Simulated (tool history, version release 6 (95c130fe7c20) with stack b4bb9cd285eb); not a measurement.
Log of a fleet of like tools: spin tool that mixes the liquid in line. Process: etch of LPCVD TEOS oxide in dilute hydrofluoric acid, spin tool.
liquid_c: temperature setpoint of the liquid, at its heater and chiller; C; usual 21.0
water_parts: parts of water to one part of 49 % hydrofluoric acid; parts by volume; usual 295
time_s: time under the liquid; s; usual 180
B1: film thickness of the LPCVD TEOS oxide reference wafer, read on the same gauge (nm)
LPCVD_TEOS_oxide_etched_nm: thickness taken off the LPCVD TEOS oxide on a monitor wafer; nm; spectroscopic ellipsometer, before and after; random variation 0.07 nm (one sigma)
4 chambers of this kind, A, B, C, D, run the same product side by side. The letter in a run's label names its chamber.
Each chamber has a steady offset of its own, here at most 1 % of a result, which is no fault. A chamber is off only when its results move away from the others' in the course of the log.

run 1B hour=8.8 | liquid_c=21.0 water_parts=295 time_s=180 | B1=119.99 | LPCVD_TEOS_oxide_etched_nm=13.440
run 2D hour=24.6 | liquid_c=21.0 water_parts=295 time_s=180 | B1=119.99 | LPCVD_TEOS_oxide_etched_nm=13.326
run 3A hour=38.4 | liquid_c=21.0 water_parts=295 time_s=180 | B1=120.00 | LPCVD_TEOS_oxide_etched_nm=13.335
run 4C hour=47.7 | liquid_c=21.0 water_parts=295 time_s=180 | B1=119.98 | LPCVD_TEOS_oxide_etched_nm=13.466
run 5B hour=55.9 | liquid_c=22.5 water_parts=150 time_s=180 | B1=120.02 | LPCVD_TEOS_oxide_etched_nm=31.833
run 6C hour=64.4 | liquid_c=22.5 water_parts=150 time_s=180 | B1=120.00 | LPCVD_TEOS_oxide_etched_nm=32.678
run 7D hour=73.6 | liquid_c=22.5 water_parts=150 time_s=180 | B1=119.99 | LPCVD_TEOS_oxide_etched_nm=32.254
run 8A hour=87.5 | liquid_c=22.5 water_parts=150 time_s=180 | B1=120.00 | LPCVD_TEOS_oxide_etched_nm=32.309
run 9A hour=95.3 | liquid_c=21.0 water_parts=295 time_s=180 | B1=120.02 | LPCVD_TEOS_oxide_etched_nm=13.306
run 10B hour=103.4 | liquid_c=21.0 water_parts=295 time_s=180 | B1=120.00 | LPCVD_TEOS_oxide_etched_nm=13.699
run 11C hour=111.4 | liquid_c=17.0 water_parts=295 time_s=180 | B1=120.01 | LPCVD_TEOS_oxide_etched_nm=11.585
run 12D hour=123.1 | liquid_c=17.0 water_parts=295 time_s=180 | B1=120.01 | LPCVD_TEOS_oxide_etched_nm=11.589
run 13B hour=132.4 | liquid_c=17.0 water_parts=295 time_s=180 | B1=120.00 | LPCVD_TEOS_oxide_etched_nm=11.796
run 14C hour=146.9 | liquid_c=17.0 water_parts=295 time_s=180 | B1=120.00 | LPCVD_TEOS_oxide_etched_nm=11.505
-- hour=147.8 chamber A: hydrofluoric acid flow meter replaced
run 15A hour=161.8 | liquid_c=21.0 water_parts=295 time_s=180 | B1=119.98 | LPCVD_TEOS_oxide_etched_nm=13.265
run 16D hour=171.3 | liquid_c=21.0 water_parts=295 time_s=180 | B1=120.00 | LPCVD_TEOS_oxide_etched_nm=13.147
run 17D hour=182.9 | liquid_c=21.0 water_parts=295 time_s=180 | B1=119.98 | LPCVD_TEOS_oxide_etched_nm=13.274
run 18A hour=195.5 | liquid_c=21.0 water_parts=295 time_s=270 | B1=120.00 | LPCVD_TEOS_oxide_etched_nm=20.042
run 19B hour=205.2 | liquid_c=21.0 water_parts=295 time_s=270 | B1=119.99 | LPCVD_TEOS_oxide_etched_nm=20.736
run 20C hour=216.2 | liquid_c=21.0 water_parts=295 time_s=270 | B1=119.98 | LPCVD_TEOS_oxide_etched_nm=20.256
run 21C hour=226.3 | liquid_c=21.0 water_parts=295 time_s=270 | B1=120.01 | LPCVD_TEOS_oxide_etched_nm=20.174
run 22A hour=238.1 | liquid_c=21.0 water_parts=295 time_s=180 | B1=119.99 | LPCVD_TEOS_oxide_etched_nm=13.299
run 23B hour=252.4 | liquid_c=21.0 water_parts=295 time_s=180 | B1=119.97 | LPCVD_TEOS_oxide_etched_nm=14.142
run 24D hour=264.7 | liquid_c=21.0 water_parts=295 time_s=180 | B1=120.02 | LPCVD_TEOS_oxide_etched_nm=13.275

All 4 chambers run these settings next. Forecast each chamber's results:
run 25A hour=276.6 | liquid_c=21.0 water_parts=295 time_s=180 | LPCVD_TEOS_oxide_etched_nm=?
run 25B hour=276.6 | liquid_c=21.0 water_parts=295 time_s=180 | LPCVD_TEOS_oxide_etched_nm=?
run 25C hour=276.6 | liquid_c=21.0 water_parts=295 time_s=180 | LPCVD_TEOS_oxide_etched_nm=?
run 25D hour=276.6 | liquid_c=21.0 water_parts=295 time_s=180 | LPCVD_TEOS_oxide_etched_nm=?

run=25A LPCVD_TEOS_oxide_etched_nm=13.421
run=25B LPCVD_TEOS_oxide_etched_nm=14.196
run=25C LPCVD_TEOS_oxide_etched_nm=13.418
run=25D LPCVD_TEOS_oxide_etched_nm=13.268
